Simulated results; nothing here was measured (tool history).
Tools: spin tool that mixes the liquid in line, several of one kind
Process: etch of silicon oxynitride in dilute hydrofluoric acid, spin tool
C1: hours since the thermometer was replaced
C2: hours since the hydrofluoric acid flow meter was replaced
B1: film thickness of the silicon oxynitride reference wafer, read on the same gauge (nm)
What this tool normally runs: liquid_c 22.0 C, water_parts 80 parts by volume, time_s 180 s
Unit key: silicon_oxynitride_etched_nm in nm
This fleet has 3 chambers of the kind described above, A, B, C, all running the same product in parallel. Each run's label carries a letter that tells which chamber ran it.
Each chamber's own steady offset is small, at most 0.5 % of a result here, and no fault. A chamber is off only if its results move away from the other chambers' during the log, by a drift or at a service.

Run 1C, hour 4.3: usual settings; C1 2111.8; C2 76.8; B1 90.038. Result: silicon_oxynitride_etched_nm 5.3254 nm.
Run 2A, hour 10.5: usual settings; C1 1176.0; C2 72.1; B1 89.997. Result: silicon_oxynitride_etched_nm 5.3778 nm.
Run 3B, hour 14.3: usual settings; C1 675.9; C2 589.5; B1 90.023. Result: silicon_oxynitride_etched_nm 5.3955 nm.
Run 4C, hour 19.6: usual settings; C1 2127.1; C2 92.1; B1 90.001. Result: silicon_oxynitride_etched_nm 5.4012 nm.
Run 5A, hour 25.4: usual settings; C1 1190.9; C2 87.0; B1 90.008. Result: silicon_oxynitride_etched_nm 5.3657 nm.
Run 6B, hour 32.5: usual settings; C1 694.1; C2 607.7; B1 90.016. Result: silicon_oxynitride_etched_nm 5.3825 nm.
Run 7C, hour 37.8: usual settings; C1 2145.3; C2 110.3; B1 89.998. Result: silicon_oxynitride_etched_nm 5.3938 nm.
Run 8B, hour 42.3: usual settings; C1 703.9; C2 617.5; B1 89.996. Result: silicon_oxynitride_etched_nm 5.4369 nm.
Run 9A, hour 46.2: usual settings; C1 1211.7; C2 107.8; B1 90.019. Result: silicon_oxynitride_etched_nm 5.3417 nm.
Run 10B, hour 52.0: usual settings; C1 713.6; C2 627.2; B1 89.989. Result: silicon_oxynitride_etched_nm 5.3604 nm.
Run 11C, hour 58.6: usual settings; C1 2166.1; C2 131.1; B1 90.033. Result: silicon_oxynitride_etched_nm 5.3793 nm.
Run 12A, hour 63.3: usual settings but water_parts 110 parts by volume; C1 1228.8; C2 124.9; B1 90.003. Result: silicon_oxynitride_etched_nm 3.7889 nm.
Run 13A, hour 68.6: usual settings but water_parts 110 parts by volume; C1 1234.1; C2 130.2; B1 89.984. Result: silicon_oxynitride_etched_nm 3.8213 nm.
Run 14C, hour 75.0: usual settings but water_parts 110 parts by volume; C1 2182.5; C2 147.5; B1 89.956. Result: silicon_oxynitride_etched_nm 3.8006 nm.
Run 15B, hour 79.8: usual settings; C1 741.4; C2 655.0; B1 90.001. Result: silicon_oxynitride_etched_nm 5.4092 nm.
Run 16B, hour 86.6: usual settings but water_parts 65 parts by volume; C1 748.2; C2 661.8; B1 90.024. Result: silicon_oxynitride_etched_nm 6.7186 nm.
Run 17A, hour 94.1: usual settings but water_parts 65 parts by volume; C1 1259.6; C2 155.7; B1 89.981. Result: silicon_oxynitride_etched_nm 6.6963 nm.
Run 18C, hour 101.3: usual settings but water_parts 65 parts by volume; C1 2208.8; C2 173.8; B1 89.970. Result: silicon_oxynitride_etched_nm 6.7500 nm.
Run 19B, hour 105.3: usual settings; C1 766.9; C2 680.5; B1 90.036. Result: silicon_oxynitride_etched_nm 5.3891 nm.
Run 20C, hour 108.8: usual settings; C1 2216.3; C2 181.3; B1 90.007. Result: silicon_oxynitride_etched_nm 5.4274 nm.
Run 21A, hour 113.0: usual settings; C1 1278.5; C2 174.6; B1 90.047. Result: silicon_oxynitride_etched_nm 5.4001 nm.
Run 22B, hour 116.6: usual settings; C1 778.2; C2 691.8; B1 90.017. Result: silicon_oxynitride_etched_nm 5.3827 nm.
Run 23A, hour 123.9: usual settings but water_parts 45 parts by volume; C1 1289.4; C2 185.5; B1 89.999. Result: silicon_oxynitride_etched_nm 9.8978 nm.
Run 24C, hour 128.3: usual settings but water_parts 45 parts by volume; C1 2235.8; C2 200.8; B1 89.980. Result: silicon_oxynitride_etched_nm 9.9450 nm.
Run 25A, hour 135.3: usual settings but water_parts 45 parts by volume; C1 1300.8; C2 196.9; B1 89.990. Result: silicon_oxynitride_etched_nm 9.9260 nm.
Run 26C, hour 142.6: usual settings; C1 2250.1; C2 215.1; B1 90.020. Result: silicon_oxynitride_etched_nm 5.3626 nm.
Run 27B, hour 146.9: usual settings; C1 808.5; C2 722.1; B1 89.951. Result: silicon_oxynitride_etched_nm 5.3486 nm.
Run 28C, hour 152.0: usual settings but liquid_c 26.0 C, time_s 115 s; C1 2259.5; C2 224.5; B1 90.032. Result: silicon_oxynitride_etched_nm 4.1590 nm.
Run 29A, hour 159.0: usual settings but liquid_c 26.0 C, time_s 115 s; C1 1324.5; C2 220.6; B1 89.971. Result: silicon_oxynitride_etched_nm 4.1554 nm.
Run 30B, hour 162.9: usual settings but liquid_c 26.0 C, time_s 115 s; C1 824.5; C2 738.1; B1 89.982. Result: silicon_oxynitride_etched_nm 4.1978 nm.
Run 31B, hour 166.5: usual settings; C1 828.1; C2 741.7; B1 89.983. Result: silicon_oxynitride_etched_nm 5.3635 nm.
Run 32A, hour 172.0: usual settings; C1 1337.5; C2 233.6; B1 89.963. Result: silicon_oxynitride_etched_nm 5.3862 nm.
Run 33C, hour 179.1: usual settings but water_parts 60 parts by volume, time_s 145 s; C1 2286.6; C2 251.6; B1 89.998. Result: silicon_oxynitride_etched_nm 5.8887 nm.
Run 34C, hour 184.0: usual settings but water_parts 60 parts by volume, time_s 145 s; C1 2291.5; C2 256.5; B1 89.998. Result: silicon_oxynitride_etched_nm 5.9399 nm.
Run 35A, hour 190.3: usual settings but water_parts 60 parts by volume, time_s 145 s; C1 1355.8; C2 251.9; B1 90.009. Result: silicon_oxynitride_etched_nm 5.8447 nm.
Run 36B, hour 194.5: usual settings; C1 856.1; C2 769.7; B1 90.011. Result: silicon_oxynitride_etched_nm 5.3569 nm.
Run 37B, hour 200.7: usual settings but liquid_c 24.5 C, time_s 265 s; C1 862.3; C2 775.9; B1 90.005. Result: silicon_oxynitride_etched_nm 8.9833 nm.
Run 38A, hour 206.8: usual settings but liquid_c 24.5 C, time_s 265 s; C1 1372.3; C2 268.4; B1 90.007. Result: silicon_oxynitride_etched_nm 8.9580 nm.
Run 39C, hour 211.0: usual settings but liquid_c 24.5 C, time_s 265 s; C1 2318.5; C2 283.5; B1 90.006. Result: silicon_oxynitride_etched_nm 8.9096 nm.
Run 40B, hour 215.3: usual settings; C1 876.9; C2 790.5; B1 89.944. Result: silicon_oxynitride_etched_nm 5.3810 nm.

All chambers now run identical settings, listed one chamber a line with results as question marks. What results will each chamber show?
Run 41A, hour 221.0: usual settings. Result: silicon_oxynitride_etched_nm ?.
Run 41B, hour 221.0: usual settings. Result: silicon_oxynitride_etched_nm ?.
Run 41C, hour 221.0: usual settings. Result: silicon_oxynitride_etched_nm ?.

run  silicon_oxynitride_etched_nm
41A                        5.3487
41B                        5.3824
41C                        5.4310

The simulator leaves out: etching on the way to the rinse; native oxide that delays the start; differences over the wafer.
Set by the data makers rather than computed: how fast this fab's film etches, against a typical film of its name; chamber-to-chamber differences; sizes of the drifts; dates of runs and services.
